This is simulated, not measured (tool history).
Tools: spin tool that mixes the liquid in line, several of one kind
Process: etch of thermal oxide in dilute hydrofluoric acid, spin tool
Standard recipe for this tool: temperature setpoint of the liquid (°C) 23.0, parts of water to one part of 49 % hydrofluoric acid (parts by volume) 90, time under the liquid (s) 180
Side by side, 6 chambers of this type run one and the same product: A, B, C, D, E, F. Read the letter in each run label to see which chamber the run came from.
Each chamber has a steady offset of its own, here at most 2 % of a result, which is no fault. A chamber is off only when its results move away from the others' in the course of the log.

run,hour,temperature setpoint of the liquid (°C),parts of water to one part of 49 % hydrofluoric acid (parts by volume),time under the liquid (s),"read-back film thickness of the thermal oxide reference wafer, read on the same gauge (nm)",thickness taken off the thermal oxide on a monitor wafer (Å)
1E,11.9,23.0,90,180,79.971,89.774
2F,25.2,23.0,90,180,80.022,89.597
# hour 30.5: chamber C: thermometer replaced
3C,34.7,23.0,90,180,80.052,87.153
4A,48.3,23.0,90,180,80.026,90.584
5D,55.4,23.0,90,180,79.978,90.050
6B,64.7,23.0,90,180,79.993,89.459
7C,77.5,23.0,90,180,79.992,87.740
8F,86.6,23.0,90,180,79.976,89.301
# hour 91.3: chamber A: hydrofluoric acid flow meter replaced
9D,99.5,26.0,90,180,80.016,99.568
10A,105.7,26.0,90,180,79.949,102.290
11E,114.6,26.0,90,180,80.011,102.570
12B,124.2,26.0,90,180,80.017,99.975
13C,131.3,26.0,90,180,79.967,99.260
14E,138.8,26.0,90,180,79.971,101.730
15D,149.8,26.5,130,180,80.009,67.430
16B,160.2,26.5,130,180,80.049,67.875
17F,170.4,26.5,130,180,80.006,66.828
18A,181.0,26.5,130,180,79.954,68.853
19C,193.9,26.5,130,180,80.008,66.422
20F,206.4,26.5,130,180,80.024,67.776
21D,216.0,23.0,90,180,79.971,88.807
22B,225.1,23.0,90,180,79.994,92.125
23E,237.7,23.0,90,180,80.042,91.191
24A,244.9,23.0,120,180,80.024,65.846
25F,256.6,23.0,120,180,80.058,63.837
26D,268.9,23.0,120,180,79.983,64.210
27A,279.2,23.0,120,180,80.009,65.424
28E,285.2,23.0,120,180,79.989,66.142
29B,298.1,23.0,120,180,80.002,67.509
30C,311.1,23.0,90,180,79.996,86.700
31D,318.5,23.0,90,180,80.014,89.710
# hour 321.4: chamber E: thermometer replaced
32C,326.0,23.0,90,180,80.001,87.445
33B,337.8,27.0,90,125,79.958,75.764
34A,347.1,27.0,90,125,79.986,72.763
35F,353.1,27.0,90,125,80.013,71.613
36E,365.2,27.0,90,125,79.973,73.399
37A,371.7,27.0,90,125,80.002,73.422
38B,378.8,27.0,90,125,80.006,77.180
39D,387.9,23.0,90,180,80.007,90.180
40F,399.5,23.0,90,180,79.989,88.175
41C,412.1,23.0,90,180,79.970,87.190
42E,424.8,23.0,90,180,79.971,89.553
43F,436.3,23.0,90,180,80.022,88.484
44E,448.7,23.0,90,180,79.971,89.592

Is one chamber out of step, is the gauge drifting, or do the chambers differ by no more than their own small offsets? For an off chamber, give its letter and the likeliest cause.

One chamber, B, drifts off from the rest bit by bit.
What lies behind it: liquid hotter than its thermometer reads (K) = 2.33.
The log may not tell that from: hydrofluoric acid flow above the setpoint (%).

Below are 4 candidate recipes for chamber B's next run, each the usual settings with a change, their results shown as question marks. Which of them brings B's results back in line with what the other chambers give on the usual settings?
Maximum distance from the other chambers' mean on the usual settings for a result to count as in line: thickness taken off the thermal oxide on a monitor wafer (Å) 2.300
45B-1,458.5,23.0,90,165,,?
45B-2,458.5,24.0,90,180,,?
45B-3,458.5,22.0,90,180,,?
45B-4,458.5,23.0,90,195,,?

Mean of the other chambers on the usual settings: thickness taken off the thermal oxide on a monitor wafer (Å) 89.242
run,thickness taken off the thermal oxide on a monitor wafer (Å)
45B-1,89.302
45B-2,101.240
45B-3,93.674
45B-4,105.540
It is 45B-1 that realigns the chamber with its peers.
